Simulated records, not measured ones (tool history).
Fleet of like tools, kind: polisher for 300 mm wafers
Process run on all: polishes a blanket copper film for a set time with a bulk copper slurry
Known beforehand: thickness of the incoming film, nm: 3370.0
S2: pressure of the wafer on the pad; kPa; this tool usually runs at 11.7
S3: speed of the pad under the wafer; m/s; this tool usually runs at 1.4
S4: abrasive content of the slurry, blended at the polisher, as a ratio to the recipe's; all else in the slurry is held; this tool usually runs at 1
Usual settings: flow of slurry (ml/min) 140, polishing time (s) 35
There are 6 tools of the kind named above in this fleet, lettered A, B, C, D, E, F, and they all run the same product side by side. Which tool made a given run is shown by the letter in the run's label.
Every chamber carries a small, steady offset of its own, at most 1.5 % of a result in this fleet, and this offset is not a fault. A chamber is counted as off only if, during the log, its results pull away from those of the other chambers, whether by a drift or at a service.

-- hour=6.2 chamber B: worn pad replaced by a new one
run 1C hour=7.5 | flow_of_slurry_(ml/min)=140 S2=11.7 S3=1.4 S4=1 polishing_time_(s)=35 | film_removed_(nm)=225.95
-- hour=10.4 chamber C: slurry blender recalibrated
-- hour=21.5 chamber B: slurry nozzle cleaned
-- hour=21.6 chamber E: worn pad replaced by a new one
run 2F hour=22.4 | flow_of_slurry_(ml/min)=140 S2=11.7 S3=1.4 S4=1 polishing_time_(s)=35 | film_removed_(nm)=226.97
-- hour=28.2 chamber F: slurry blender recalibrated
run 3B hour=30.9 | flow_of_slurry_(ml/min)=140 S2=11.7 S3=1.4 S4=1 polishing_time_(s)=35 | film_removed_(nm)=229.78
-- hour=39.8 chamber E: head pressure recalibrated
run 4A hour=40.9 | flow_of_slurry_(ml/min)=140 S2=11.7 S3=1.4 S4=1 polishing_time_(s)=35 | film_removed_(nm)=221.47
-- hour=44.4 chamber B: slurry blender recalibrated
run 5E hour=55 | flow_of_slurry_(ml/min)=140 S2=11.7 S3=1.4 S4=1 polishing_time_(s)=35 | film_removed_(nm)=220.47
run 6D hour=62.6 | flow_of_slurry_(ml/min)=140 S2=11.7 S3=1.4 S4=1 polishing_time_(s)=35 | film_removed_(nm)=226.56
-- hour=64.2 chamber C: worn pad replaced by a new one
run 7F hour=75.9 | flow_of_slurry_(ml/min)=140 S2=11.7 S3=1.4 S4=1 polishing_time_(s)=35 | film_removed_(nm)=226.64
-- hour=78.4 chamber A: worn pad replaced by a new one
-- hour=87.6 chamber D: worn pad replaced by a new one
-- hour=88.6 chamber B: worn pad replaced by a new one
run 8C hour=90.1 | flow_of_slurry_(ml/min)=140 S2=15.2 S3=1.58 S4=1 polishing_time_(s)=35 | film_removed_(nm)=331.36
-- hour=93.6 chamber C: head pressure recalibrated
-- hour=94.1 chamber F: worn pad replaced by a new one
-- hour=98.9 chamber A: head pressure recalibrated
-- hour=104.4 chamber E: slurry blender recalibrated
run 9D hour=106.7 | flow_of_slurry_(ml/min)=140 S2=15.2 S3=1.58 S4=1 polishing_time_(s)=35 | film_removed_(nm)=330.98
-- hour=106.8 chamber B: head pressure recalibrated
run 10A hour=116.8 | flow_of_slurry_(ml/min)=140 S2=15.2 S3=1.58 S4=1 polishing_time_(s)=35 | film_removed_(nm)=321.27
-- hour=122.3 chamber C: slurry blender recalibrated
-- hour=127.5 chamber E: worn pad replaced by a new one
-- hour=132.9 chamber A: slurry blender recalibrated
run 11E hour=132.9 | flow_of_slurry_(ml/min)=140 S2=15.2 S3=1.58 S4=1 polishing_time_(s)=35 | film_removed_(nm)=327.19
run 12B hour=145.9 | flow_of_slurry_(ml/min)=140 S2=15.2 S3=1.58 S4=1 polishing_time_(s)=35 | film_removed_(nm)=327.76
-- hour=152.9 chamber C: worn pad replaced by a new one
run 13C hour=161.5 | flow_of_slurry_(ml/min)=140 S2=15.2 S3=1.58 S4=1 polishing_time_(s)=35 | film_removed_(nm)=331.59
-- hour=168.3 chamber F: slurry nozzle cleaned
-- hour=172.2 chamber D: worn pad replaced by a new one
run 14B hour=175.6 | flow_of_slurry_(ml/min)=140 S2=11.7 S3=1.4 S4=1 polishing_time_(s)=35 | film_removed_(nm)=225.78
-- hour=180.5 chamber B: slurry blender recalibrated
-- hour=184.1 chamber A: worn pad replaced by a new one
run 15F hour=184.5 | flow_of_slurry_(ml/min)=170 S2=11.7 S3=1.66 S4=1 polishing_time_(s)=35 | film_removed_(nm)=270.6
-- hour=185.5 chamber B: worn pad replaced by a new one
-- hour=185.9 chamber F: worn pad replaced by a new one
run 16E hour=201.2 | flow_of_slurry_(ml/min)=170 S2=11.7 S3=1.66 S4=1 polishing_time_(s)=35 | film_removed_(nm)=274.83
run 17A hour=213.1 | flow_of_slurry_(ml/min)=170 S2=11.7 S3=1.66 S4=1 polishing_time_(s)=35 | film_removed_(nm)=274.31
run 18D hour=227.5 | flow_of_slurry_(ml/min)=170 S2=11.7 S3=1.66 S4=1 polishing_time_(s)=35 | film_removed_(nm)=274.27
-- hour=234.4 chamber E: worn pad replaced by a new one
run 19A hour=237.7 | flow_of_slurry_(ml/min)=170 S2=11.7 S3=1.66 S4=1 polishing_time_(s)=35 | film_removed_(nm)=270.14
-- hour=238.7 chamber C: slurry blender recalibrated
run 20B hour=245.6 | flow_of_slurry_(ml/min)=170 S2=11.7 S3=1.66 S4=1 polishing_time_(s)=35 | film_removed_(nm)=279.15
-- hour=248.9 chamber C: slurry nozzle cleaned
run 21F hour=255.4 | flow_of_slurry_(ml/min)=140 S2=11.7 S3=1.4 S4=1 polishing_time_(s)=35 | film_removed_(nm)=223.21
-- hour=263.6 chamber C: worn pad replaced by a new one
-- hour=264.5 chamber D: slurry nozzle cleaned
-- hour=267.9 chamber D: worn pad replaced by a new one
run 22E hour=270.2 | flow_of_slurry_(ml/min)=140 S2=11.7 S3=1.4 S4=1 polishing_time_(s)=35 | film_removed_(nm)=224.21
-- hour=275.3 chamber F: worn pad replaced by a new one
-- hour=276.2 chamber B: worn pad replaced by a new one
run 23D hour=284.2 | flow_of_slurry_(ml/min)=140 S2=11.7 S3=1.4 S4=1 polishing_time_(s)=35 | film_removed_(nm)=221.02
-- hour=285.2 chamber F: slurry blender recalibrated
-- hour=290.9 chamber A: worn pad replaced by a new one
run 24C hour=293.8 | flow_of_slurry_(ml/min)=140 S2=11.7 S3=1.4 S4=1 polishing_time_(s)=35 | film_removed_(nm)=226.03
-- hour=294.2 chamber A: slurry blender recalibrated
-- hour=299.2 chamber D: head pressure recalibrated
-- hour=301.5 chamber D: slurry blender recalibrated
-- hour=305.3 chamber B: slurry nozzle cleaned
run 25D hour=309.6 | flow_of_slurry_(ml/min)=140 S2=11.7 S3=1.4 S4=1 polishing_time_(s)=35 | film_removed_(nm)=224.97
-- hour=316 chamber B: slurry blender recalibrated
run 26E hour=323 | flow_of_slurry_(ml/min)=165 S2=11.7 S3=1.4 S4=1 polishing_time_(s)=35 | film_removed_(nm)=228.46
run 27B hour=334.6 | flow_of_slurry_(ml/min)=165 S2=11.7 S3=1.4 S4=1 polishing_time_(s)=35 | film_removed_(nm)=231.69
-- hour=336 chamber E: worn pad replaced by a new one
-- hour=336.5 chamber C: slurry blender recalibrated
run 28F hour=350.1 | flow_of_slurry_(ml/min)=165 S2=11.7 S3=1.4 S4=1 polishing_time_(s)=35 | film_removed_(nm)=231.04
-- hour=353.3 chamber C: worn pad replaced by a new one
run 29C hour=366.1 | flow_of_slurry_(ml/min)=165 S2=11.7 S3=1.4 S4=1 polishing_time_(s)=35 | film_removed_(nm)=232.82
-- hour=366.9 chamber D: worn pad replaced by a new one
-- hour=375.4 chamber F: worn pad replaced by a new one
run 30A hour=377 | flow_of_slurry_(ml/min)=165 S2=11.7 S3=1.4 S4=1 polishing_time_(s)=35 | film_removed_(nm)=220.33
-- hour=379.5 chamber B: worn pad replaced by a new one
-- hour=384 chamber E: slurry nozzle cleaned
run 31D hour=392.4 | flow_of_slurry_(ml/min)=165 S2=11.7 S3=1.4 S4=1 polishing_time_(s)=35 | film_removed_(nm)=226.83
-- hour=396 chamber E: slurry blender recalibrated
-- hour=398.8 chamber A: worn pad replaced by a new one
run 32B hour=405.4 | flow_of_slurry_(ml/min)=140 S2=11.7 S3=1.4 S4=1 polishing_time_(s)=35 | film_removed_(nm)=225.89
run 33C hour=421.3 | flow_of_slurry_(ml/min)=175 S2=9.7 S3=1.4 S4=1 polishing_time_(s)=35 | film_removed_(nm)=192.08
-- hour=423.8 chamber E: worn pad replaced by a new one
run 34F hour=436.6 | flow_of_slurry_(ml/min)=175 S2=9.7 S3=1.4 S4=1 polishing_time_(s)=35 | film_removed_(nm)=192.05
-- hour=440.4 chamber A: slurry blender recalibrated
-- hour=446.5 chamber B: slurry blender recalibrated
run 35A hour=451 | flow_of_slurry_(ml/min)=175 S2=9.7 S3=1.4 S4=1 polishing_time_(s)=35 | film_removed_(nm)=179.33
run 36E hour=460.4 | flow_of_slurry_(ml/min)=175 S2=9.7 S3=1.4 S4=1 polishing_time_(s)=35 | film_removed_(nm)=189.22
-- hour=462 chamber B: worn pad replaced by a new one
-- hour=467.2 chamber F: head pressure recalibrated
run 37F hour=473.5 | flow_of_slurry_(ml/min)=175 S2=9.7 S3=1.4 S4=1 polishing_time_(s)=35 | film_removed_(nm)=191.41
run 38B hour=482.5 | flow_of_slurry_(ml/min)=175 S2=9.7 S3=1.4 S4=1 polishing_time_(s)=35 | film_removed_(nm)=191.63

Read the log: is a single chamber off, either drifting away or since a service, is the gauge that measures every chamber drifting, or is nothing wrong beyond small per-chamber offsets? Name any odd chamber and what most likely caused it.

Chamber A drifts away from the others.
Cause: slurry flow missing at the pad, % = 35.9.
It could be hard to tell apart here from: head's pressure below its setpoint, %.

Below are 4 candidate recipes for chamber A's next run, each the usual settings with a change, their results shown as question marks. Which of them brings A's results back in line with what the other chambers give on the usual settings?
Maximum distance from the other chambers' mean on the usual settings for a result to count as in line: film removed (nm) 6.5
run 39A-1 hour=494.5 | flow_of_slurry_(ml/min)=140 S2=11.7 S3=1.4 S4=1.05 polishing_time_(s)=42 | film_removed_(nm)=?
run 39A-2 hour=494.5 | flow_of_slurry_(ml/min)=135 S2=11.7 S3=1.28 S4=1 polishing_time_(s)=35 | film_removed_(nm)=?
run 39A-3 hour=494.5 | flow_of_slurry_(ml/min)=135 S2=11.7 S3=1.28 S4=1 polishing_time_(s)=32 | film_removed_(nm)=?
run 39A-4 hour=494.5 | flow_of_slurry_(ml/min)=140 S2=12.4 S3=1.44 S4=1 polishing_time_(s)=36 | film_removed_(nm)=?

Average result of the remaining chambers running the usual settings: film removed (nm) 224.44
run=39A-1 film_removed_(nm)=245.27
run=39A-2 film_removed_(nm)=182.88
run=39A-3 film_removed_(nm)=167.21
run=39A-4 film_removed_(nm)=226.44
The right change is 39A-4: it brings the chamber back within the allowed miss of the others.

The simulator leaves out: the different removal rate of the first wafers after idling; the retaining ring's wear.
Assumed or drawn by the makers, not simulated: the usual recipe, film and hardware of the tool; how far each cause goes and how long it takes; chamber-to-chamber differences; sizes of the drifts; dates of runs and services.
